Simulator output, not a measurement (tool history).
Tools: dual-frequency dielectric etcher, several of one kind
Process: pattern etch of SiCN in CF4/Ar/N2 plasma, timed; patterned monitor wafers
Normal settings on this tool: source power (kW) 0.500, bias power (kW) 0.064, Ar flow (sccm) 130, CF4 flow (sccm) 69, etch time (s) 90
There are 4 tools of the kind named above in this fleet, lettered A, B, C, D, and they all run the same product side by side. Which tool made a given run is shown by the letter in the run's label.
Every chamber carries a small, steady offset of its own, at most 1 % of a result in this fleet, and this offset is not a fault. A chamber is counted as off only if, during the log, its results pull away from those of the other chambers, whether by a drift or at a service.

run    day  source power (kW)  bias power (kW)  Ar flow (sccm)  CF4 flow (sccm)  etch time (s)  read-back reference wafer on the same gauge, depth_nm  mean etch depth across the wafer (angstrom)
 1A  0.142              0.500            0.064             130               69             90                                                 71.731                                       785.28
 2B  0.279              0.500            0.064             130               69             90                                                 71.829                                       788.30
 3C  0.583              0.500            0.064             130               69             90                                                 71.747                                       788.33
 4D  0.725              0.500            0.064             130               69             90                                                 71.832                                       780.02
 5A  0.912              0.500            0.064             130               69             90                                                 71.771                                       785.75
 6B  1.208              0.500            0.064             130               69             90                                                 71.835                                       789.51
     1.483  -- chamber B: wet clean of the chamber
 7D  1.483              0.500            0.064             130               69             90                                                 71.797                                       779.06
 8C  1.775              0.500            0.064             130               69             90                                                 71.800                                       784.15
 9A  2.062              0.500            0.064             130               69             90                                                 71.818                                       785.87
10D  2.200              0.500            0.064             130               69             90                                                 71.778                                       780.87
11B  2.383              0.500            0.064             130               69             90                                                 71.800                                       791.40
12C  2.608              0.600            0.064             130               69             90                                                 71.809                                       922.37
13B  2.846              0.600            0.064             130               69             90                                                 71.770                                       919.95
14A  2.983              0.600            0.064             130               69             90                                                 71.820                                       920.13
15C  3.221              0.600            0.064             130               69             90                                                 71.841                                       919.82
16D  3.408              0.500            0.064             130               69             90                                                 71.815                                       782.47
17B  3.633              0.500            0.064             130               69             90                                                 71.741                                       787.45
18C  3.850              0.500            0.064             130               69             90                                                 71.825                                       783.95
19D  4.117              0.500            0.064             130               69            115                                                 71.784                                       992.87
20A  4.417              0.500            0.064             130               69            115                                                 71.756                                      1001.00
     4.562  -- chamber A: bias power generator calibrated
21B  4.633              0.500            0.064             130               69            115                                                 71.815                                      1008.10
22D  4.812              0.500            0.064             130               69            115                                                 71.795                                       995.14
23A  5.075              0.500            0.064             130               69             90                                                 71.800                                       781.00
24C  5.271              0.500            0.064             130               69             90                                                 71.792                                       787.53
25B  5.458              0.500            0.078             130               55             90                                                 71.791                                       810.77
26D  5.717              0.500            0.078             130               55             90                                                 71.797                                       807.42
27C  5.867              0.500            0.078             130               55             90                                                 71.809                                       810.45
28A  6.075              0.500            0.078             130               55             90                                                 71.775                                       808.13
29C  6.312              0.500            0.064             130               69             90                                                 71.772                                       789.73
30B  6.521              0.440            0.064             104               69             90                                                 71.766                                       735.03
31D  6.746              0.440            0.064             104               69             90                                                 71.788                                       724.97
32A  7.021              0.440            0.064             104               69             90                                                 71.830                                       726.31

Each of the 4 chambers runs these same settings next. Fill in every chamber's results:
33A  7.238              0.500            0.064             130               69             90                                                                                                   ?
33B  7.238              0.500            0.064             130               69             90                                                                                                   ?
33C  7.238              0.500            0.064             130               69             90                                                                                                   ?
33D  7.238              0.500            0.064             130               69             90                                                                                                   ?

run  mean etch depth across the wafer (angstrom)
33A                                       782.79
33B                                       785.61
33C                                       783.79
33D                                       783.17
